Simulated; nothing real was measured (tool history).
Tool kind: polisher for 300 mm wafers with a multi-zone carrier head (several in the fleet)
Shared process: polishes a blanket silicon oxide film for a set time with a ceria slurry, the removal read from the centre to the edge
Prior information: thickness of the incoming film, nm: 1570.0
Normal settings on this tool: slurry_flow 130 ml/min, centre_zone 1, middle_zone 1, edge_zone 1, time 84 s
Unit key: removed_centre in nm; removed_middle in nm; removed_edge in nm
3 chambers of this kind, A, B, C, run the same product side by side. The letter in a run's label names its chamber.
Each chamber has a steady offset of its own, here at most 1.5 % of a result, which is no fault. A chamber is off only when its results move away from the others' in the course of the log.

run     day  slurry_flow  centre_zone  middle_zone  edge_zone  time  removed_centre  removed_middle  removed_edge
 1C   0.358          130            1            1          1    84          428.17          426.93        426.25
 2B   0.562          130            1            1          1    84          428.45          431.72        422.44
 3A   0.846          130            1            1          1    84          431.83          433.17        423.85
 4B   1.242          130            1            1          1    84          430.35          424.71        426.95
      1.296  -- chamber A: edge zone pressure recalibrated
 5C   1.512          130            1            1          1    84          419.15          431.84        436.05
 6A   1.779          130            1            1          1    84          430.46          430.33         423.3
      1.996  -- chamber C: worn pad replaced by a new one
 7A   2.146          130            1            1          1    84          428.97          431.66        415.62
 8C   2.542          130            1         1.06       1.05    84          433.08          449.07         432.5
      2.646  -- chamber A: worn pad replaced by a new one
 9B     2.8          130            1         1.06       1.05    84          429.49          452.79        437.35
      2.821  -- chamber B: worn pad replaced by a new one
10C   3.075          130            1         1.06       1.05    84          424.92          451.96        425.45
11B   3.271          130            1            1          1    84          434.27          425.99        428.88
12A   3.467          130            1            1          1    84          429.44          431.39         422.5
13A   3.721          130            1            1          1    84          422.73          427.25        425.57
14B   3.925          130            1            1          1    84          428.52          433.13        416.62
15C   4.129          130            1            1          1    84          427.96             433        416.63
16B   4.458          130            1            1          1    84          438.15          429.99        441.41
17A   4.783          130            1            1          1    84          430.28          426.03        427.82
18C   5.058          130            1         1.09          1    69          353.23          381.31        350.61
      5.162  -- chamber A: slurry nozzle cleaned
19B   5.267          130            1         1.09          1    69           353.5          378.84        349.07
20A   5.571          130            1         1.09          1    69          352.82          381.55        346.87
21C   5.933          130            1            1          1    84          429.32          419.43        418.03
22B     6.2          130            1            1          1    84          431.96          431.91        427.22
23A   6.425          130            1            1          1    84          429.91          423.55        422.79
      6.679  -- chamber B: edge zone pressure recalibrated
24C   6.821          130            1            1          1    84          415.59          416.87        416.04
      7.038  -- chamber A: worn pad replaced by a new one
25C   7.038          130            1            1          1    84          413.58          417.76        419.93
      7.183  -- chamber B: worn pad replaced by a new one
26B   7.433          130            1            1          1    84          437.76          424.49        434.89
27A   7.742          130            1            1          1    84          435.81          428.62        430.13
      7.779  -- chamber C: worn pad replaced by a new one
28B   8.083          130          1.1            1          1    84          480.32          428.37        432.62
29C   8.346          130          1.1            1          1    84          455.81          419.98        415.21
30A   8.625          130          1.1            1          1    84          478.96          430.29         423.4
31C   8.833          130            1            1          1    84          419.29          415.58        420.58
32B   9.204          130            1            1          1    84          438.42          428.03        436.11
33A   9.488          130            1            1          1    84          430.86          424.71        422.99
34C   9.746          130            1            1          1    84          412.23           410.3           407
35B  10.104          130            1            1          1    84          437.08          432.84        425.75
36A  10.392          130            1            1          1    84          429.84          428.53        429.61

Does one chamber stand apart from the rest, does the shared gauge drift, or is all well apart from small per-chamber offsets? Give the chamber and the most likely cause, where there is one.

One chamber, C, drifts off from the rest bit by bit.
Likeliest cause: slurry flow missing at the pad, % = 17.4.

Here are 4 candidates for chamber C's next run, each the usual settings with a change, their results left as question marks. Which one brings its results back in line with what the others give on the usual settings?
In line means no further than this from the other chambers' mean on the usual settings: removed_centre 13 nm; removed_middle 11 nm; removed_edge 18 nm
37C-1  10.712          135         1.01            1          1    87               ?               ?             ?
37C-2  10.712          125         0.99            1          1    81               ?               ?             ?
37C-3  10.712          125         0.97            1       1.01    77               ?               ?             ?
37C-4  10.712          135         1.03            1       0.99    91               ?               ?             ?

Mean of the other chambers on the usual settings: removed_centre 431.13 nm; removed_middle 428.02 nm; removed_edge 426.9 nm
  run  removed_centre  removed_middle  removed_edge
37C-1          428.75          429.13        424.96
37C-2          381.71          391.72        390.32
37C-3          354.78          372.42        372.98
37C-4          458.22          448.81        442.18
The right change is 37C-1: it brings the chamber back within the allowed miss of the others.

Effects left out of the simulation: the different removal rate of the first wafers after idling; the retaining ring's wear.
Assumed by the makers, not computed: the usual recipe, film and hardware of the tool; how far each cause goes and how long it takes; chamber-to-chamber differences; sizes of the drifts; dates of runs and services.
